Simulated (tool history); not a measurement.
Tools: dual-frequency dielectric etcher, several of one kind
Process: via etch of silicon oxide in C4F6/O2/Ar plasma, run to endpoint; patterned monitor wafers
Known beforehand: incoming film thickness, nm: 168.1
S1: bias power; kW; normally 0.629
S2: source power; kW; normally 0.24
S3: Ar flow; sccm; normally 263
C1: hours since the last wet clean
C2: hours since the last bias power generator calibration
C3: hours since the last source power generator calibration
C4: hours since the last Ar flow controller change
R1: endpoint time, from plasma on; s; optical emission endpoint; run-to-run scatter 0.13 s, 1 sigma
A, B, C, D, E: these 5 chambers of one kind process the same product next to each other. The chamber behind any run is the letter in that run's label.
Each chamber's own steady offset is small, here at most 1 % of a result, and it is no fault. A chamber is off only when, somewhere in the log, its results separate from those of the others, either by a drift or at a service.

{"run": "1D", "day": 0.288, "S1": 0.629, "S2": 0.24, "S3": 263, "C1": 178.5, "C2": 2702.4, "C3": 2876.7, "C4": 808.3, "R1": 40.206}
{"run": "2A", "day": 0.488, "S1": 0.629, "S2": 0.24, "S3": 263, "C1": 27, "C2": 2005.4, "C3": 111.7, "C4": 1856.5, "R1": 40.181}
{"run": "3E", "day": 0.683, "S1": 0.629, "S2": 0.24, "S3": 263, "C1": 346.1, "C2": 38.3, "C3": 4757.2, "C4": 5010.7, "R1": 40.757}
{"run": "4B", "day": 0.883, "S1": 0.629, "S2": 0.24, "S3": 263, "C1": 111.8, "C2": 3719.2, "C3": 2747.8, "C4": 1023.4, "R1": 40.493}
{"run": "5C", "day": 1.225, "S1": 0.629, "S2": 0.24, "S3": 263, "C1": 150.6, "C2": 4496.9, "C3": 965.7, "C4": 1719.1, "R1": 40.005}
{"run": "6D", "day": 1.542, "S1": 0.522, "S2": 0.24, "S3": 263, "C1": 208.6, "C2": 2732.5, "C3": 2906.8, "C4": 838.4, "R1": 43.198}
{"run": "7B", "day": 1.762, "S1": 0.522, "S2": 0.24, "S3": 263, "C1": 132.9, "C2": 3740.3, "C3": 2768.9, "C4": 1044.5, "R1": 43.325}
{"run": "8C", "day": 2.058, "S1": 0.522, "S2": 0.24, "S3": 263, "C1": 170.6, "C2": 4516.9, "C3": 985.7, "C4": 1739.1, "R1": 43.249}
{"run": "9E", "day": 2.338, "S1": 0.522, "S2": 0.24, "S3": 263, "C1": 385.8, "C2": 78, "C3": 4796.9, "C4": 5050.4, "R1": 43.611}
{"run": "10A", "day": 2.612, "S1": 0.522, "S2": 0.24, "S3": 263, "C1": 78, "C2": 2056.4, "C3": 162.7, "C4": 1907.5, "R1": 43.275}
{"run": "11B", "day": 2.975, "S1": 0.629, "S2": 0.24, "S3": 263, "C1": 162, "C2": 3769.4, "C3": 2798, "C4": 1073.6, "R1": 40.528}
{"run": "12C", "day": 3.229, "S1": 0.629, "S2": 0.24, "S3": 263, "C1": 198.7, "C2": 4545, "C3": 1013.8, "C4": 1767.2, "R1": 40.094}
{"run": "13A", "day": 3.612, "S1": 0.629, "S2": 0.24, "S3": 263, "C1": 102, "C2": 2080.4, "C3": 186.7, "C4": 1931.5, "R1": 40.284}
{"day": 3.8, "done": "chamber B: source power generator calibrated"}
{"run": "14E", "day": 3.912, "S1": 0.629, "S2": 0.24, "S3": 263, "C1": 423.6, "C2": 115.8, "C3": 4834.7, "C4": 5088.2, "R1": 40.295}
{"run": "15D", "day": 4.125, "S1": 0.629, "S2": 0.24, "S3": 263, "C1": 270.6, "C2": 2794.5, "C3": 2968.8, "C4": 900.4, "R1": 40.123}
{"run": "16C", "day": 4.4, "S1": 0.629, "S2": 0.24, "S3": 263, "C1": 226.8, "C2": 4573.1, "C3": 1041.9, "C4": 1795.3, "R1": 39.921}
{"day": 4.579, "done": "chamber E: source power generator calibrated"}
{"run": "17E", "day": 4.608, "S1": 0.629, "S2": 0.24, "S3": 263, "C1": 440.3, "C2": 132.5, "C3": 0.7, "C4": 5104.9, "R1": 40.33}
{"run": "18A", "day": 4.788, "S1": 0.629, "S2": 0.24, "S3": 263, "C1": 130.2, "C2": 2108.6, "C3": 214.9, "C4": 1959.7, "R1": 40.241}
{"run": "19D", "day": 5.038, "S1": 0.629, "S2": 0.24, "S3": 263, "C1": 292.5, "C2": 2816.4, "C3": 2990.7, "C4": 922.3, "R1": 40.153}
{"run": "20B", "day": 5.358, "S1": 0.629, "S2": 0.24, "S3": 263, "C1": 219.2, "C2": 3826.6, "C3": 37.5, "C4": 1130.8, "R1": 40.568}
{"day": 5.429, "done": "chamber E: wet clean of the chamber"}
{"run": "21A", "day": 5.742, "S1": 0.629, "S2": 0.24, "S3": 263, "C1": 153.1, "C2": 2131.5, "C3": 237.8, "C4": 1982.6, "R1": 40.063}
{"day": 5.958, "done": "chamber A: Ar flow controller replaced"}
{"run": "22E", "day": 6.046, "S1": 0.629, "S2": 0.24, "S3": 263, "C1": 14.8, "C2": 167, "C3": 35.2, "C4": 5139.4, "R1": 41.105}
{"run": "23C", "day": 6.371, "S1": 0.629, "S2": 0.24, "S3": 263, "C1": 274.1, "C2": 4620.4, "C3": 1089.2, "C4": 1842.6, "R1": 40.072}
{"run": "24B", "day": 6.696, "S1": 0.629, "S2": 0.24, "S3": 263, "C1": 251.3, "C2": 3858.7, "C3": 69.6, "C4": 1162.9, "R1": 40.621}
{"run": "25D", "day": 6.917, "S1": 0.629, "S2": 0.24, "S3": 263, "C1": 337.6, "C2": 2861.5, "C3": 3035.8, "C4": 967.4, "R1": 40.077}
{"run": "26C", "day": 7.304, "S1": 0.629, "S2": 0.24, "S3": 263, "C1": 296.5, "C2": 4642.8, "C3": 1111.6, "C4": 1865, "R1": 40.026}
{"run": "27A", "day": 7.596, "S1": 0.629, "S2": 0.24, "S3": 263, "C1": 197.6, "C2": 2176, "C3": 282.3, "C4": 39.3, "R1": 40.321}
{"run": "28B", "day": 7.858, "S1": 0.629, "S2": 0.24, "S3": 263, "C1": 279.2, "C2": 3886.6, "C3": 97.5, "C4": 1190.8, "R1": 40.441}
{"run": "29D", "day": 8.179, "S1": 0.629, "S2": 0.24, "S3": 263, "C1": 367.9, "C2": 2891.8, "C3": 3066.1, "C4": 997.7, "R1": 40.265}
{"run": "30E", "day": 8.412, "S1": 0.629, "S2": 0.24, "S3": 307, "C1": 71.6, "C2": 223.8, "C3": 92, "C4": 5196.2, "R1": 42.069}
{"run": "31C", "day": 8.683, "S1": 0.629, "S2": 0.24, "S3": 307, "C1": 329.6, "C2": 4675.9, "C3": 1144.7, "C4": 1898.1, "R1": 40.663}
{"run": "32A", "day": 8.892, "S1": 0.629, "S2": 0.24, "S3": 307, "C1": 228.7, "C2": 2207.1, "C3": 313.4, "C4": 70.4, "R1": 40.983}
{"run": "33B", "day": 9.067, "S1": 0.629, "S2": 0.24, "S3": 307, "C1": 308.2, "C2": 3915.6, "C3": 126.5, "C4": 1219.8, "R1": 41.114}
{"run": "34D", "day": 9.375, "S1": 0.629, "S2": 0.24, "S3": 307, "C1": 396.6, "C2": 2920.5, "C3": 3094.8, "C4": 1026.4, "R1": 40.751}
{"run": "35E", "day": 9.733, "S1": 0.629, "S2": 0.24, "S3": 263, "C1": 103.3, "C2": 255.5, "C3": 123.7, "C4": 5227.9, "R1": 41.413}
{"run": "36C", "day": 10.1, "S1": 0.629, "S2": 0.24, "S3": 263, "C1": 363.6, "C2": 4709.9, "C3": 1178.7, "C4": 1932.1, "R1": 40.228}
{"run": "37B", "day": 10.308, "S1": 0.629, "S2": 0.24, "S3": 263, "C1": 338, "C2": 3945.4, "C3": 156.3, "C4": 1249.6, "R1": 40.394}

Next, all 5 chambers run the settings below, one line each with question marks for the results. What does each chamber give?
{"run": "38A", "day": 10.588, "S1": 0.629, "S2": 0.24, "S3": 263, "R1": "?"}
{"run": "38B", "day": 10.588, "S1": 0.629, "S2": 0.24, "S3": 263, "R1": "?"}
{"run": "38C", "day": 10.588, "S1": 0.629, "S2": 0.24, "S3": 263, "R1": "?"}
{"run": "38D", "day": 10.588, "S1": 0.629, "S2": 0.24, "S3": 263, "R1": "?"}
{"run": "38E", "day": 10.588, "S1": 0.629, "S2": 0.24, "S3": 263, "R1": "?"}

run=38A R1=40.261
run=38B R1=40.309
run=38C R1=39.999
run=38D R1=39.961
run=38E R1=41.227

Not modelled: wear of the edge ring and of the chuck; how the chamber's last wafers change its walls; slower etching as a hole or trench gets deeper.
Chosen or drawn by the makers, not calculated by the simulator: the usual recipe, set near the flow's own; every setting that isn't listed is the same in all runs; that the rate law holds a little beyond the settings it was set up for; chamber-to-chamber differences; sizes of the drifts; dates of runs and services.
